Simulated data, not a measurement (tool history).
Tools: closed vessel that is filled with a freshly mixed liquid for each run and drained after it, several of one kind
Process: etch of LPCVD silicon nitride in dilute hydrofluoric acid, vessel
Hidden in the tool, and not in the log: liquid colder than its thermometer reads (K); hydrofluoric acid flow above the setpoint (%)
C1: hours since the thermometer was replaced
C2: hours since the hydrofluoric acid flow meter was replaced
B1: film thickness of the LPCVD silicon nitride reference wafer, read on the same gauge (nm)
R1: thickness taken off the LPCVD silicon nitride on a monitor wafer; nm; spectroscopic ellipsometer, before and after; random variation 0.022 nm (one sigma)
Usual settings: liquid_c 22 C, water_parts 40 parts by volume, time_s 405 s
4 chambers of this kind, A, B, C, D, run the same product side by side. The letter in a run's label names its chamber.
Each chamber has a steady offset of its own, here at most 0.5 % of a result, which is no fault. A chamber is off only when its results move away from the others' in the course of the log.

Run 1C, hour 4.7: usual settings; C1 1416.2; C2 1665.6; B1 80.002. Result: R1 4.8437 nm.
Run 2D, hour 13.4: usual settings; C1 617.0; C2 587.0; B1 80.002. Result: R1 4.8066 nm.
Run 3A, hour 18.2: usual settings; C1 318.7; C2 154.7; B1 79.987. Result: R1 4.8218 nm.
Run 4B, hour 26.6: usual settings; C1 1288.5; C2 275.1; B1 79.995. Result: R1 4.8077 nm.
Run 5B, hour 35.3: usual settings; C1 1297.2; C2 283.8; B1 79.954. Result: R1 4.8203 nm.
Run 6D, hour 42.3: usual settings; C1 645.9; C2 615.9; B1 80.004. Result: R1 4.8347 nm.
Run 7C, hour 48.5: usual settings; C1 1460.0; C2 1709.4; B1 79.967. Result: R1 4.8577 nm.
Run 8A, hour 54.9: usual settings but time_s 330 s; C1 355.4; C2 191.4; B1 80.062. Result: R1 3.8743 nm.
At hour 61.1: chamber D: hydrofluoric acid flow meter replaced.
Run 9A, hour 62.8: usual settings but time_s 330 s; C1 363.3; C2 199.3; B1 80.014. Result: R1 3.8776 nm.
Run 10C, hour 70.0: usual settings but time_s 330 s; C1 1481.5; C2 1730.9; B1 79.996. Result: R1 3.9617 nm.
Run 11D, hour 77.6: usual settings but time_s 330 s; C1 681.2; C2 16.6; B1 80.036. Result: R1 3.9317 nm.
Run 12B, hour 83.1: usual settings; C1 1345.0; C2 331.6; B1 80.024. Result: R1 4.8083 nm.
Run 13C, hour 89.1: usual settings but time_s 285 s; C1 1500.6; C2 1750.0; B1 80.025. Result: R1 3.4212 nm.
Run 14A, hour 94.3: usual settings but time_s 285 s; C1 394.8; C2 230.8; B1 79.966. Result: R1 3.3144 nm.
Run 15D, hour 100.1: usual settings but time_s 285 s; C1 703.7; C2 39.1; B1 79.976. Result: R1 3.3730 nm.
Run 16B, hour 105.4: usual settings but time_s 285 s; C1 1367.3; C2 353.9; B1 80.018. Result: R1 3.3998 nm.
Run 17C, hour 111.4: usual settings; C1 1522.9; C2 1772.3; B1 80.004. Result: R1 4.9212 nm.
Run 18B, hour 117.7: usual settings; C1 1379.6; C2 366.2; B1 80.009. Result: R1 4.8582 nm.
Run 19A, hour 123.5: usual settings; C1 424.0; C2 260.0; B1 79.973. Result: R1 4.6806 nm.
Run 20D, hour 131.4: usual settings; C1 735.0; C2 70.4; B1 80.031. Result: R1 4.8087 nm.
Run 21D, hour 137.0: usual settings; C1 740.6; C2 76.0; B1 79.972. Result: R1 4.8339 nm.
Run 22B, hour 146.9: usual settings; C1 1408.8; C2 395.4; B1 79.982. Result: R1 4.8064 nm.
Run 23C, hour 153.8: usual settings; C1 1565.3; C2 1814.7; B1 80.005. Result: R1 4.8461 nm.
Run 24A, hour 163.2: usual settings; C1 463.7; C2 299.7; B1 80.016. Result: R1 4.5950 nm.
Run 25C, hour 168.5: usual settings; C1 1580.0; C2 1829.4; B1 80.028. Result: R1 4.8758 nm.

Next, every chamber runs the same settings. What will each give?
Run 26A, hour 176.0: usual settings but time_s 295 s. Result: R1 ?.
Run 26B, hour 176.0: usual settings but time_s 295 s. Result: R1 ?.
Run 26C, hour 176.0: usual settings but time_s 295 s. Result: R1 ?.
Run 26D, hour 176.0: usual settings but time_s 295 s. Result: R1 ?.

run      R1
26A  3.3437
26B  3.4992
26C  3.5395
26D  3.5201
